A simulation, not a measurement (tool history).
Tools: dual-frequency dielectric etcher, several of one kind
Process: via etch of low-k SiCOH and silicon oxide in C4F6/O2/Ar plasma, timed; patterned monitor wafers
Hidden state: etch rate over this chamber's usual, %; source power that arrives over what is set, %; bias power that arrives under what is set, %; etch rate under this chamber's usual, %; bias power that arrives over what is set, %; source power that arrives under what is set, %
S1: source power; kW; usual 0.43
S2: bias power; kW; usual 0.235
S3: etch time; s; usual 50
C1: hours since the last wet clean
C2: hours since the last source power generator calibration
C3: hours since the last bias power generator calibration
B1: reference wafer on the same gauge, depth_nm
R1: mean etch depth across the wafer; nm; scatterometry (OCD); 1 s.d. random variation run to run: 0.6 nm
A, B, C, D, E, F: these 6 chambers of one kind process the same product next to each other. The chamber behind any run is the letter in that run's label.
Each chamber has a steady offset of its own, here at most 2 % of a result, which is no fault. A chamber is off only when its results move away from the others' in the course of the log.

Run 1E, hour 4.1: usual settings; C1 364.9; C2 224.7; C3 3083.5; B1 156.08. Result: R1 147.41 nm.
Run 2A, hour 9.9: usual settings; C1 214.7; C2 3741; C3 2859.5; B1 156.04. Result: R1 149.15 nm.
Run 3D, hour 14: usual settings; C1 248.3; C2 2143.8; C3 2057.1; B1 155.86. Result: R1 147.84 nm.
Run 4C, hour 18.6: usual settings; C1 298.8; C2 634; C3 1688; B1 156.01. Result: R1 145.51 nm.
Run 5F, hour 23.7: usual settings; C1 312.9; C2 851.4; C3 3669.7; B1 155.88. Result: R1 146.92 nm.
At hour 25.7: chamber C: wet clean of the chamber.
At hour 29.1: chamber E: wet clean of the chamber.
Run 6B, hour 30.5: usual settings; C1 49.3; C2 847.8; C3 2386.2; B1 155.86. Result: R1 146.17 nm.
Run 7D, hour 35.3: usual settings; C1 269.6; C2 2165.1; C3 2078.4; B1 156. Result: R1 148.55 nm.
Run 8C, hour 41.9: usual settings but S2 0.283 kW, S3 60.5 s; C1 16.2; C2 657.3; C3 1711.3; B1 156.04. Result: R1 187.3 nm.
Run 9B, hour 48.6: usual settings but S2 0.283 kW, S3 60.5 s; C1 67.4; C2 865.9; C3 2404.3; B1 155.94. Result: R1 187.84 nm.
Run 10A, hour 52.8: usual settings but S2 0.283 kW, S3 60.5 s; C1 257.6; C2 3783.9; C3 2902.4; B1 156.15. Result: R1 192.22 nm.
Run 11E, hour 59.8: usual settings but S2 0.283 kW, S3 60.5 s; C1 30.7; C2 280.4; C3 3139.2; B1 156. Result: R1 189.63 nm.
Run 12F, hour 63.9: usual settings but S2 0.283 kW, S3 60.5 s; C1 353.1; C2 891.6; C3 3709.9; B1 156.24. Result: R1 189.3 nm.
Run 13D, hour 72.9: usual settings but S2 0.283 kW, S3 60.5 s; C1 307.2; C2 2202.7; C3 2116; B1 155.8. Result: R1 189.93 nm.
Run 14C, hour 79.9: usual settings but S2 0.258 kW, S3 40 s; C1 54.2; C2 695.3; C3 1749.3; B1 155.94. Result: R1 120.22 nm.
Run 15A, hour 87.5: usual settings but S2 0.258 kW, S3 40 s; C1 292.3; C2 3818.6; C3 2937.1; B1 156.08. Result: R1 122.5 nm.
At hour 91.1: chamber D: wet clean of the chamber.
Run 16B, hour 93.4: usual settings but S2 0.258 kW, S3 40 s; C1 112.2; C2 910.7; C3 2449.1; B1 156.07. Result: R1 119.71 nm.
Run 17E, hour 98.9: usual settings but S2 0.258 kW, S3 40 s; C1 69.8; C2 319.5; C3 3178.3; B1 156.02. Result: R1 120.69 nm.
Run 18F, hour 103.8: usual settings but S2 0.258 kW, S3 40 s; C1 393; C2 931.5; C3 3749.8; B1 155.83. Result: R1 120.51 nm.
Run 19A, hour 108.5: usual settings but S2 0.258 kW, S3 40 s; C1 313.3; C2 3839.6; C3 2958.1; B1 156.14. Result: R1 121.89 nm.
Run 20D, hour 114: usual settings; C1 22.9; C2 2243.8; C3 2157.1; B1 156.01. Result: R1 148.22 nm.
Run 21F, hour 118.5: usual settings; C1 407.7; C2 946.2; C3 3764.5; B1 156.17. Result: R1 145.5 nm.
Run 22C, hour 123.7: usual settings; C1 98; C2 739.1; C3 1793.1; B1 155.91. Result: R1 145.55 nm.
Run 23B, hour 129.8: usual settings; C1 148.6; C2 947.1; C3 2485.5; B1 156.04. Result: R1 145.78 nm.
Run 24E, hour 135.9: usual settings; C1 106.8; C2 356.5; C3 3215.3; B1 155.94. Result: R1 146.64 nm.
Run 25E, hour 140.6: usual settings; C1 111.5; C2 361.2; C3 3220; B1 156.14. Result: R1 147.66 nm.
Run 26C, hour 149.5: usual settings; C1 123.8; C2 764.9; C3 1818.9; B1 156.07. Result: R1 145.32 nm.
Run 27D, hour 154.9: usual settings; C1 63.8; C2 2284.7; C3 2198; B1 155.87. Result: R1 148.48 nm.
Run 28F, hour 163.8: usual settings; C1 453; C2 991.5; C3 3809.8; B1 156.11. Result: R1 143.44 nm.
Run 29A, hour 171: usual settings; C1 375.8; C2 3902.1; C3 3020.6; B1 156.07. Result: R1 149.72 nm.
Run 30B, hour 177.3: usual settings; C1 196.1; C2 994.6; C3 2533; B1 156.11. Result: R1 145.21 nm.
Run 31B, hour 185.5: usual settings; C1 204.3; C2 1002.8; C3 2541.2; B1 155.94. Result: R1 145.51 nm.
Run 32D, hour 190.2: usual settings; C1 99.1; C2 2320; C3 2233.3; B1 156.06. Result: R1 148.14 nm.
Run 33F, hour 194.3: usual settings; C1 483.5; C2 1022; C3 3840.3; B1 156.07. Result: R1 144.02 nm.
Run 34E, hour 201.3: usual settings; C1 172.2; C2 421.9; C3 3280.7; B1 155.89. Result: R1 147.16 nm.
Run 35A, hour 209.6: usual settings; C1 414.4; C2 3940.7; C3 3059.2; B1 156.02. Result: R1 149.05 nm.
Run 36C, hour 218.6: usual settings but S2 0.192 kW, S3 41.5 s; C1 192.9; C2 834; C3 1888; B1 156.13. Result: R1 113.18 nm.
Run 37C, hour 223.1: usual settings but S2 0.192 kW, S3 41.5 s; C1 197.4; C2 838.5; C3 1892.5; B1 156.17. Result: R1 113.33 nm.
Run 38D, hour 230.9: usual settings but S2 0.192 kW, S3 41.5 s; C1 139.8; C2 2360.7; C3 2274; B1 156.04. Result: R1 114.77 nm.
Run 39E, hour 238.2: usual settings but S2 0.192 kW, S3 41.5 s; C1 209.1; C2 458.8; C3 3317.6; B1 156.05. Result: R1 113.85 nm.
Run 40B, hour 245.3: usual settings but S2 0.192 kW, S3 41.5 s; C1 264.1; C2 1062.6; C3 2601; B1 156.03. Result: R1 113.19 nm.
Run 41F, hour 254.7: usual settings but S2 0.192 kW, S3 41.5 s; C1 543.9; C2 1082.4; C3 3900.7; B1 156.04. Result: R1 110.36 nm.
Run 42A, hour 263.7: usual settings but S2 0.194 kW; C1 468.5; C2 3994.8; C3 3113.3; B1 156.08. Result: R1 139.59 nm.
Run 43E, hour 268.4: usual settings but S2 0.194 kW; C1 239.3; C2 489; C3 3347.8; B1 155.94. Result: R1 138.17 nm.
Run 44F, hour 273.5: usual settings but S2 0.194 kW; C1 562.7; C2 1101.2; C3 3919.5; B1 155.96. Result: R1 132.55 nm.

Does one chamber stand apart from the rest, does the shared gauge drift, or is all well apart from small per-chamber offsets? Give the chamber and the most likely cause, where there is one.

One chamber, F, drifts off from the rest bit by bit.
Likeliest cause: etch rate under this chamber's usual, % = 3.87.

Below are 4 candidate recipes for chamber F's next run, each the usual settings with a change, their results shown as question marks. Which of them brings F's results back in line with what the other chambers give on the usual settings?
Allowed miss from the other chambers' usual-settings mean, per result, to count as in line: R1 2.1 nm
Run 45F-1, hour 280.4: usual settings but S3 49.5 s. Result: R1 ?.
Run 45F-2, hour 280.4: usual settings but S2 0.242 kW. Result: R1 ?.
Run 45F-3, hour 280.4: usual settings but S2 0.261 kW. Result: R1 ?.
Run 45F-4, hour 280.4: usual settings but S3 48 s. Result: R1 ?.

Mean of the other chambers on the usual settings: R1 146.82 nm
  run      R1
45F-1  140.11
45F-2  142.92
45F-3  146.61
45F-4  135.87
It is 45F-3 that realigns the chamber with its peers.
